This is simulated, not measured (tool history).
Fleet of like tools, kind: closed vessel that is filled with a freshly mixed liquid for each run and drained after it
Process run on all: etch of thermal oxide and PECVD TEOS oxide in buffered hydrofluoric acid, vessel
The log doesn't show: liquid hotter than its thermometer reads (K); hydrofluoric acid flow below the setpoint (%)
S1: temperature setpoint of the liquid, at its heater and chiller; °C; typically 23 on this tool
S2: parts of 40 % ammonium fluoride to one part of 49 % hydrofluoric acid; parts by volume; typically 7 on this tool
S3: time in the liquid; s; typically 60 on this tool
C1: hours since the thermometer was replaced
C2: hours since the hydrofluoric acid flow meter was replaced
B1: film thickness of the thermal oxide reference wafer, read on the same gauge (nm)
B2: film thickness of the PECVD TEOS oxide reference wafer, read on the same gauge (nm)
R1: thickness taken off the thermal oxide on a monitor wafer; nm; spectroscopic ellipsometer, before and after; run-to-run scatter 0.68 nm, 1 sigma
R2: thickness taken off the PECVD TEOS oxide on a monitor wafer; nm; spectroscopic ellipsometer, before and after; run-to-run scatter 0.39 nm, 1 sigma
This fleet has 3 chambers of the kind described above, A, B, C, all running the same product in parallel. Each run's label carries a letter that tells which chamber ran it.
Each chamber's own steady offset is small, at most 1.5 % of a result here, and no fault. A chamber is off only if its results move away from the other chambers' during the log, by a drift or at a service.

{"run": "1A", "hour": 9.4, "S1": 23, "S2": 7, "S3": 60, "C1": 1218.7, "C2": 239.8, "B1": 59.996, "B2": 60.008, "R1": 88.896, "R2": 110.1}
{"run": "2B", "hour": 21.8, "S1": 23, "S2": 7, "S3": 60, "C1": 1404.2, "C2": 392.8, "B1": 60, "B2": 59.983, "R1": 90.112, "R2": 110.56}
{"run": "3C", "hour": 35.1, "S1": 23, "S2": 7, "S3": 60, "C1": 1520, "C2": 412.7, "B1": 59.994, "B2": 60.003, "R1": 92.376, "R2": 110.91}
{"run": "4A", "hour": 45.4, "S1": 23, "S2": 7, "S3": 60, "C1": 1254.7, "C2": 275.8, "B1": 60.004, "B2": 59.992, "R1": 88.848, "R2": 110.24}
{"run": "5C", "hour": 51.7, "S1": 23, "S2": 7, "S3": 60, "C1": 1536.6, "C2": 429.3, "B1": 60.005, "B2": 59.988, "R1": 92.146, "R2": 111.02}
{"run": "6B", "hour": 61.7, "S1": 23, "S2": 7, "S3": 60, "C1": 1444.1, "C2": 432.7, "B1": 59.974, "B2": 60.004, "R1": 89.602, "R2": 110.41}
{"run": "7C", "hour": 73.3, "S1": 23, "S2": 7, "S3": 60, "C1": 1558.2, "C2": 450.9, "B1": 59.992, "B2": 60.021, "R1": 91.425, "R2": 111.79}
{"run": "8B", "hour": 87.7, "S1": 23, "S2": 7, "S3": 60, "C1": 1470.1, "C2": 458.7, "B1": 59.993, "B2": 60.037, "R1": 90.482, "R2": 110.61}
{"run": "9A", "hour": 99.5, "S1": 23, "S2": 7, "S3": 85, "C1": 1308.8, "C2": 329.9, "B1": 59.99, "B2": 59.994, "R1": 125.19, "R2": 155.89}
{"run": "10C", "hour": 110.4, "S1": 23, "S2": 7, "S3": 85, "C1": 1595.3, "C2": 488, "B1": 60.01, "B2": 60.003, "R1": 130.8, "R2": 156.16}
{"run": "11A", "hour": 118.5, "S1": 23, "S2": 7, "S3": 85, "C1": 1327.8, "C2": 348.9, "B1": 59.997, "B2": 60.027, "R1": 125.58, "R2": 155.7}
{"run": "12B", "hour": 132.0, "S1": 23, "S2": 7, "S3": 60, "C1": 1514.4, "C2": 503, "B1": 59.99, "B2": 60.007, "R1": 90.212, "R2": 110.26}
{"hour": 139.6, "done": "chamber B: thermometer replaced"}
{"run": "13A", "hour": 144.3, "S1": 23, "S2": 7, "S3": 60, "C1": 1353.6, "C2": 374.7, "B1": 59.989, "B2": 59.985, "R1": 88.185, "R2": 110.5}
{"run": "14C", "hour": 155.6, "S1": 23, "S2": 7, "S3": 60, "C1": 1640.5, "C2": 533.2, "B1": 60.017, "B2": 60.001, "R1": 91.358, "R2": 110.53}
{"run": "15B", "hour": 163.7, "S1": 23, "S2": 7, "S3": 60, "C1": 24.1, "C2": 534.7, "B1": 60.005, "B2": 60, "R1": 89.974, "R2": 110.37}
{"run": "16A", "hour": 172.6, "S1": 26.5, "S2": 6, "S3": 60, "C1": 1381.9, "C2": 403, "B1": 59.985, "B2": 60.006, "R1": 123.15, "R2": 152.09}
{"run": "17C", "hour": 181.7, "S1": 26.5, "S2": 6, "S3": 60, "C1": 1666.6, "C2": 559.3, "B1": 60.007, "B2": 59.99, "R1": 124.93, "R2": 154.18}
{"run": "18B", "hour": 191.5, "S1": 26.5, "S2": 6, "S3": 60, "C1": 51.9, "C2": 562.5, "B1": 60.008, "B2": 60.003, "R1": 126.07, "R2": 153.34}
{"run": "19B", "hour": 202.7, "S1": 25.5, "S2": 5, "S3": 60, "C1": 63.1, "C2": 573.7, "B1": 60.018, "B2": 59.992, "R1": 139.63, "R2": 168.7}
{"run": "20A", "hour": 214.7, "S1": 25.5, "S2": 5, "S3": 60, "C1": 1424, "C2": 445.1, "B1": 59.996, "B2": 60.002, "R1": 136.18, "R2": 167.45}
{"run": "21C", "hour": 226.7, "S1": 25.5, "S2": 5, "S3": 60, "C1": 1711.6, "C2": 604.3, "B1": 59.996, "B2": 60.031, "R1": 141.04, "R2": 170.14}
{"run": "22B", "hour": 232.9, "S1": 23, "S2": 7, "S3": 60, "C1": 93.3, "C2": 603.9, "B1": 60.023, "B2": 59.995, "R1": 89.465, "R2": 110.36}
{"hour": 240.3, "done": "chamber C: thermometer replaced"}
{"run": "23A", "hour": 245.3, "S1": 23, "S2": 7, "S3": 60, "C1": 1454.6, "C2": 475.7, "B1": 60.004, "B2": 60.009, "R1": 89.948, "R2": 109.69}
{"run": "24C", "hour": 259.4, "S1": 26.5, "S2": 7, "S3": 75, "C1": 19.2, "C2": 637, "B1": 60.025, "B2": 59.989, "R1": 137.04, "R2": 167.59}
{"run": "25B", "hour": 267.2, "S1": 26.5, "S2": 7, "S3": 75, "C1": 127.6, "C2": 638.2, "B1": 59.998, "B2": 60.003, "R1": 134.92, "R2": 167.81}
{"run": "26C", "hour": 278.2, "S1": 26.5, "S2": 7, "S3": 75, "C1": 38, "C2": 655.8, "B1": 59.999, "B2": 59.986, "R1": 135.89, "R2": 167.14}
{"hour": 279.7, "done": "chamber A: thermometer replaced"}
{"run": "27A", "hour": 292.1, "S1": 23, "S2": 7, "S3": 60, "C1": 12.4, "C2": 522.5, "B1": 60.005, "B2": 59.999, "R1": 88.411, "R2": 109.62}
{"run": "28C", "hour": 304.1, "S1": 23, "S2": 7, "S3": 60, "C1": 63.9, "C2": 681.7, "B1": 59.983, "B2": 59.988, "R1": 90.922, "R2": 110.41}
{"run": "29A", "hour": 314.0, "S1": 23, "S2": 7, "S3": 60, "C1": 34.3, "C2": 544.4, "B1": 60.01, "B2": 60.019, "R1": 89.216, "R2": 110.1}
{"run": "30B", "hour": 324.8, "S1": 23, "S2": 7, "S3": 60, "C1": 185.2, "C2": 695.8, "B1": 60.008, "B2": 59.987, "R1": 89.873, "R2": 110.38}
{"hour": 328.8, "done": "chamber B: hydrofluoric acid flow meter replaced"}
{"run": "31C", "hour": 331.3, "S1": 23, "S2": 7, "S3": 60, "C1": 91.1, "C2": 708.9, "B1": 60.003, "B2": 60.002, "R1": 90.066, "R2": 110.03}
{"run": "32A", "hour": 343.5, "S1": 23, "S2": 7, "S3": 60, "C1": 63.8, "C2": 573.9, "B1": 60.007, "B2": 59.997, "R1": 87.57, "R2": 110.37}
{"run": "33B", "hour": 351.8, "S1": 23, "S2": 7, "S3": 60, "C1": 212.2, "C2": 23, "B1": 59.994, "B2": 59.998, "R1": 90.223, "R2": 110.1}
{"run": "34C", "hour": 362.2, "S1": 23, "S2": 7, "S3": 60, "C1": 122, "C2": 739.8, "B1": 60.012, "B2": 60.013, "R1": 91.383, "R2": 110.16}

All chambers now run identical settings, listed one chamber a line with results as question marks. What results will each chamber show?
{"run": "35A", "hour": 372.5, "S1": 23, "S2": 7, "S3": 60, "R1": "?", "R2": "?"}
{"run": "35B", "hour": 372.5, "S1": 23, "S2": 7, "S3": 60, "R1": "?", "R2": "?"}
{"run": "35C", "hour": 372.5, "S1": 23, "S2": 7, "S3": 60, "R1": "?", "R2": "?"}

run=35A R1=88.494 R2=110.18
run=35B R1=89.079 R2=110.5
run=35C R1=91.773 R2=110.84
